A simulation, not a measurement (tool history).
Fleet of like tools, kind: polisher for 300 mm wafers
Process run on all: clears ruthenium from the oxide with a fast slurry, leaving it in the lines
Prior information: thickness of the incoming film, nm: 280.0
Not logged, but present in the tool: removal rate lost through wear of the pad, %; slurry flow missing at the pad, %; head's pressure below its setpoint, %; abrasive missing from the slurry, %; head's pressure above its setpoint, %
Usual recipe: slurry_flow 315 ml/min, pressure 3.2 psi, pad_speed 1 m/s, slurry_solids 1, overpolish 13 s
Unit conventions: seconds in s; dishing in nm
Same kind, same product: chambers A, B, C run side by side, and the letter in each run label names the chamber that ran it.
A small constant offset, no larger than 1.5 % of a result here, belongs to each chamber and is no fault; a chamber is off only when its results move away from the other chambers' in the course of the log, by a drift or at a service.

run   hour  slurry_flow  pressure  pad_speed  slurry_solids  overpolish  wafers polished on this pad  hours since the slurry nozzle was cleaned  hours since the head pressure was calibrated  hours since the slurry blender was calibrated  seconds  dishing
 1C    9.4          315       3.2          1              1          13                          252                                      114.4                                         527.7                                          300.7   52.211   57.365
 2B   14.9          315       3.2          1              1          13                          305                                      187.1                                          67.2                                          216.7   51.772   57.543
 3A   20.9          315       3.2          1              1          13                          574                                      278.3                                         247.6                                          153.1   52.189   56.641
 4B   28.2          315       3.2          1              1          13                          391                                      200.4                                          80.5                                            230   53.591   55.775
      31.3  -- chamber A: worn pad replaced by a new one
 5A   33.4          315       3.2          1              1          13                           14                                      290.8                                         260.1                                          165.6   50.246   56.117
 6C   42.7          315       2.6       0.72              1          13                          468                                      147.7                                           561                                            334    88.89   35.457
 7B   51.7          315       2.6       0.72              1          13                          544                                      223.9                                           104                                          253.5   89.818   34.611
 8A   56.4          315       2.6       0.72              1          13                          163                                      313.8                                         283.1                                          188.6   89.421    34.68
      60.9  -- chamber C: head pressure recalibrated
 9C   62.5          315       3.2          1              1          13                          597                                      167.5                                           1.7                                          353.8   51.684   55.752
10A   70.2          315       3.2          1              1          13                          253                                      327.6                                         296.9                                          202.4   51.171    56.42
        72  -- chamber C: worn pad replaced by a new one
11C   79.8          315       3.2          1              1          13                           50                                      184.8                                            19                                          371.1   51.254   55.174
12B   85.6          315       3.2          1              1          13                          764                                      257.8                                         137.9                                          287.4   51.952   56.359
13C   92.7          315       3.2          1              1          13                          134                                      197.7                                          31.9                                            384   52.835   55.948
14B   98.3          315       3.2          1              1          13                          846                                      270.5                                         150.6                                          300.1   53.609   57.934
15A  102.7          315       3.2          1              1          13                          463                                      360.1                                         329.4                                          234.9    52.15   57.825
     107.9  -- chamber C: slurry blender recalibrated
16B  109.5          315       3.2          1              1          13                          919                                      281.7                                         161.8                                          311.3   52.632   55.973
     116.8  -- chamber B: slurry blender recalibrated
17C  117.1          315       3.2          1              1          13                          293                                      222.1                                          56.3                                            9.3   51.526   56.703
     125.8  -- chamber B: worn pad replaced by a new one
18A  126.4          315       3.2          1              1          13                          617                                      383.8                                         353.1                                          258.6   52.197    57.46
19C  135.1          315       3.2          1              1          13                          409                                      240.1                                          74.3                                           27.3   50.593   55.142
     137.5  -- chamber A: worn pad replaced by a new one
20A  139.4          315       3.2          1              1          13                           12                                      396.8                                         366.1                                          271.6    52.28    56.63
21B  147.4          315       3.2          1              1          13                          140                                      319.6                                         199.7                                           30.6   53.123   57.172
22C  155.8          315       3.2          1              1          13                          544                                      260.8                                            95                                             48   52.827   57.215
23B  163.4          315       3.2          1              1          13                          244                                      335.6                                         215.7                                           46.6   52.584   57.795
24A  169.8          315       3.2          1              1          13                          210                                      427.2                                         396.5                                            302   51.078   55.445
25A  176.2          315       3.2          1              1          13                          251                                      433.6                                         402.9                                          308.4   51.051   54.968
26C  181.9          315       3.2          1              1          13                          713                                      286.9                                         121.1                                           74.1   52.489   58.476
     186.9  -- chamber B: slurry nozzle cleaned
27B  188.9          315       3.2          1              1          13                          409                                        2.1                                         241.2                                           72.1   53.054   54.856
     193.6  -- chamber A: slurry blender recalibrated
28C  197.5          315       3.7          1              1          13                          814                                      302.5                                         136.7                                           89.7   44.705   61.963
     198.5  -- chamber C: worn pad replaced by a new one
29B  206.7          315       3.7          1              1          13                          525                                       19.9                                           259                                           89.9   45.073   63.501
30A  214.3          315       3.7          1              1          13                          498                                      471.7                                           441                                           20.8   43.264   65.074
31C  221.6          315       3.2          1              1          13                          150                                      326.6                                         160.8                                          113.8   51.633   56.363

Does one chamber stand apart from the rest, does the shared gauge drift, or is all well apart from small per-chamber offsets? Give the chamber and the most likely cause, where there is one.

Nothing is wrong: each chamber keeps only its own small, steady offset and the gauge holds still.
